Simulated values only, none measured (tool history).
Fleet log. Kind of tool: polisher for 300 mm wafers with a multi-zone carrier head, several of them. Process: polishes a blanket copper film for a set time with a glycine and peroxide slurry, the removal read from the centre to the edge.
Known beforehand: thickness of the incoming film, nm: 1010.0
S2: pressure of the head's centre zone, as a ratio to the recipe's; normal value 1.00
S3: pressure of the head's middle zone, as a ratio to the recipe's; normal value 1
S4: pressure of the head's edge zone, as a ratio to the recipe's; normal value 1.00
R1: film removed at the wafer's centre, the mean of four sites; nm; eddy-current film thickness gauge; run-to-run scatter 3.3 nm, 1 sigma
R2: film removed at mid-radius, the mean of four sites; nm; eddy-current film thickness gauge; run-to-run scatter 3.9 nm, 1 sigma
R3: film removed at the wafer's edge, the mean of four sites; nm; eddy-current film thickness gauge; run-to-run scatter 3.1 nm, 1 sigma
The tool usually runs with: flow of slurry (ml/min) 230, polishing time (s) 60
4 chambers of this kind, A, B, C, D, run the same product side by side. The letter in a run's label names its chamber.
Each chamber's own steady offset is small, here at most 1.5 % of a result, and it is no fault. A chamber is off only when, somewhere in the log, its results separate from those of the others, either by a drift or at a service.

-- hour=11.4 chamber B: worn pad replaced by a new one
run 1C hour=15.1 | flow_of_slurry_(ml/min)=230 S2=1.00 S3=1 S4=1.00 polishing_time_(s)=60 | R1=296.22 R2=300.95 R3=301.95
-- hour=26.1 chamber B: slurry nozzle cleaned
run 2A hour=27.9 | flow_of_slurry_(ml/min)=230 S2=1.00 S3=1 S4=1.00 polishing_time_(s)=60 | R1=303.16 R2=300.21 R3=298.90
-- hour=32.9 chamber D: worn pad replaced by a new one
run 3B hour=36.7 | flow_of_slurry_(ml/min)=230 S2=1.00 S3=1 S4=1.00 polishing_time_(s)=60 | R1=306.19 R2=291.98 R3=298.34
-- hour=39.5 chamber A: worn pad replaced by a new one
run 4D hour=44.8 | flow_of_slurry_(ml/min)=230 S2=1.00 S3=1 S4=1.00 polishing_time_(s)=60 | R1=299.13 R2=295.87 R3=300.98
run 5D hour=60.0 | flow_of_slurry_(ml/min)=230 S2=1.00 S3=1 S4=1.00 polishing_time_(s)=60 | R1=301.22 R2=290.30 R3=297.30
run 6B hour=70.1 | flow_of_slurry_(ml/min)=230 S2=1.00 S3=1 S4=1.00 polishing_time_(s)=60 | R1=296.59 R2=292.32 R3=302.76
run 7C hour=84.7 | flow_of_slurry_(ml/min)=230 S2=1.00 S3=1 S4=1.00 polishing_time_(s)=60 | R1=292.02 R2=296.55 R3=302.38
run 8A hour=98.0 | flow_of_slurry_(ml/min)=230 S2=1.00 S3=1 S4=1.00 polishing_time_(s)=60 | R1=301.51 R2=299.77 R3=303.62
run 9A hour=110.7 | flow_of_slurry_(ml/min)=230 S2=1.00 S3=1 S4=1.00 polishing_time_(s)=60 | R1=303.29 R2=303.09 R3=299.67
-- hour=114.3 chamber D: worn pad replaced by a new one
-- hour=122.2 chamber C: worn pad replaced by a new one
run 10C hour=122.4 | flow_of_slurry_(ml/min)=230 S2=1.00 S3=1 S4=1.00 polishing_time_(s)=71 | R1=348.91 R2=357.37 R3=350.39
run 11D hour=131.3 | flow_of_slurry_(ml/min)=230 S2=1.00 S3=1 S4=1.00 polishing_time_(s)=71 | R1=355.43 R2=360.17 R3=351.20
run 12B hour=143.6 | flow_of_slurry_(ml/min)=230 S2=1.00 S3=1 S4=1.00 polishing_time_(s)=71 | R1=360.40 R2=349.67 R3=358.40
-- hour=152.2 chamber B: worn pad replaced by a new one
run 13D hour=156.0 | flow_of_slurry_(ml/min)=230 S2=1.00 S3=1 S4=1.00 polishing_time_(s)=71 | R1=354.63 R2=355.74 R3=350.27
run 14C hour=171.2 | flow_of_slurry_(ml/min)=230 S2=1.00 S3=1 S4=1.00 polishing_time_(s)=60 | R1=297.05 R2=307.33 R3=300.31
-- hour=181.0 chamber A: slurry nozzle cleaned
run 15A hour=187.6 | flow_of_slurry_(ml/min)=230 S2=1.00 S3=1 S4=1.00 polishing_time_(s)=44 | R1=223.42 R2=221.43 R3=224.46
-- hour=188.3 chamber A: worn pad replaced by a new one
-- hour=200.2 chamber D: worn pad replaced by a new one
run 16B hour=200.2 | flow_of_slurry_(ml/min)=230 S2=1.00 S3=1 S4=1.00 polishing_time_(s)=44 | R1=222.88 R2=212.80 R3=222.71
run 17D hour=216.4 | flow_of_slurry_(ml/min)=230 S2=1.00 S3=1 S4=1.00 polishing_time_(s)=44 | R1=222.52 R2=218.80 R3=215.84
run 18A hour=224.2 | flow_of_slurry_(ml/min)=230 S2=1.00 S3=1 S4=1.00 polishing_time_(s)=44 | R1=220.61 R2=218.30 R3=222.53
run 19B hour=234.2 | flow_of_slurry_(ml/min)=230 S2=1.00 S3=1 S4=1.05 polishing_time_(s)=60 | R1=299.38 R2=299.98 R3=306.88
-- hour=234.5 chamber A: edge zone pressure recalibrated
-- hour=237.5 chamber C: worn pad replaced by a new one
-- hour=241.4 chamber D: centre zone pressure recalibrated
run 20C hour=250.4 | flow_of_slurry_(ml/min)=230 S2=1.00 S3=1 S4=1.05 polishing_time_(s)=60 | R1=291.90 R2=296.27 R3=307.48
run 21A hour=260.5 | flow_of_slurry_(ml/min)=230 S2=1.00 S3=1 S4=1.05 polishing_time_(s)=60 | R1=304.48 R2=303.47 R3=311.20
run 22B hour=275.6 | flow_of_slurry_(ml/min)=230 S2=1.00 S3=1 S4=1.05 polishing_time_(s)=60 | R1=303.60 R2=294.74 R3=313.33
-- hour=277.2 chamber B: worn pad replaced by a new one
run 23D hour=288.5 | flow_of_slurry_(ml/min)=230 S2=1.00 S3=1 S4=1.00 polishing_time_(s)=60 | R1=300.13 R2=303.76 R3=298.52
-- hour=294.0 chamber D: worn pad replaced by a new one
run 24C hour=301.9 | flow_of_slurry_(ml/min)=230 S2=1.00 S3=1 S4=1.00 polishing_time_(s)=60 | R1=294.35 R2=297.60 R3=301.07
run 25A hour=310.0 | flow_of_slurry_(ml/min)=230 S2=1.00 S3=1 S4=1.00 polishing_time_(s)=60 | R1=301.44 R2=306.74 R3=306.55
run 26D hour=321.4 | flow_of_slurry_(ml/min)=230 S2=1.00 S3=1 S4=1.00 polishing_time_(s)=60 | R1=300.42 R2=302.33 R3=299.87
-- hour=324.0 chamber A: worn pad replaced by a new one
run 27C hour=334.8 | flow_of_slurry_(ml/min)=230 S2=1.00 S3=1 S4=1.00 polishing_time_(s)=60 | R1=303.05 R2=307.82 R3=304.92
run 28B hour=344.3 | flow_of_slurry_(ml/min)=230 S2=1.00 S3=1 S4=1.00 polishing_time_(s)=60 | R1=302.66 R2=298.04 R3=304.52
run 29A hour=357.5 | flow_of_slurry_(ml/min)=230 S2=1.00 S3=1 S4=1.00 polishing_time_(s)=60 | R1=299.47 R2=302.33 R3=304.86
run 30B hour=367.2 | flow_of_slurry_(ml/min)=230 S2=1.00 S3=1 S4=1.00 polishing_time_(s)=60 | R1=297.98 R2=296.88 R3=302.53
-- hour=371.1 chamber C: worn pad replaced by a new one
-- hour=373.5 chamber D: worn pad replaced by a new one
-- hour=377.0 chamber A: centre zone pressure recalibrated
run 31C hour=380.3 | flow_of_slurry_(ml/min)=230 S2=1.00 S3=1 S4=1.00 polishing_time_(s)=60 | R1=294.28 R2=298.54 R3=297.01
run 32D hour=391.0 | flow_of_slurry_(ml/min)=230 S2=1.00 S3=1 S4=1.00 polishing_time_(s)=60 | R1=298.59 R2=298.44 R3=294.63
-- hour=402.8 chamber B: worn pad replaced by a new one
run 33D hour=405.4 | flow_of_slurry_(ml/min)=230 S2=1.00 S3=1 S4=1.00 polishing_time_(s)=60 | R1=294.34 R2=296.74 R3=302.60
run 34A hour=414.4 | flow_of_slurry_(ml/min)=230 S2=1.00 S3=1 S4=1.00 polishing_time_(s)=60 | R1=299.58 R2=303.95 R3=303.88
run 35B hour=421.7 | flow_of_slurry_(ml/min)=230 S2=1.00 S3=1 S4=1.00 polishing_time_(s)=60 | R1=301.93 R2=290.71 R3=299.52

All 4 chambers run these settings next. Forecast each chamber's results:
run 36A hour=433.6 | flow_of_slurry_(ml/min)=230 S2=0.91 S3=1 S4=1.00 polishing_time_(s)=60 | R1=? R2=? R3=?
run 36B hour=433.6 | flow_of_slurry_(ml/min)=230 S2=0.91 S3=1 S4=1.00 polishing_time_(s)=60 | R1=? R2=? R3=?
run 36C hour=433.6 | flow_of_slurry_(ml/min)=230 S2=0.91 S3=1 S4=1.00 polishing_time_(s)=60 | R1=? R2=? R3=?
run 36D hour=433.6 | flow_of_slurry_(ml/min)=230 S2=0.91 S3=1 S4=1.00 polishing_time_(s)=60 | R1=? R2=? R3=?

run=36A R1=271.20 R2=303.54 R3=297.97
run=36B R1=265.85 R2=302.88 R3=307.54
run=36C R1=265.36 R2=306.70 R3=303.21
run=36D R1=266.08 R2=299.63 R3=303.21
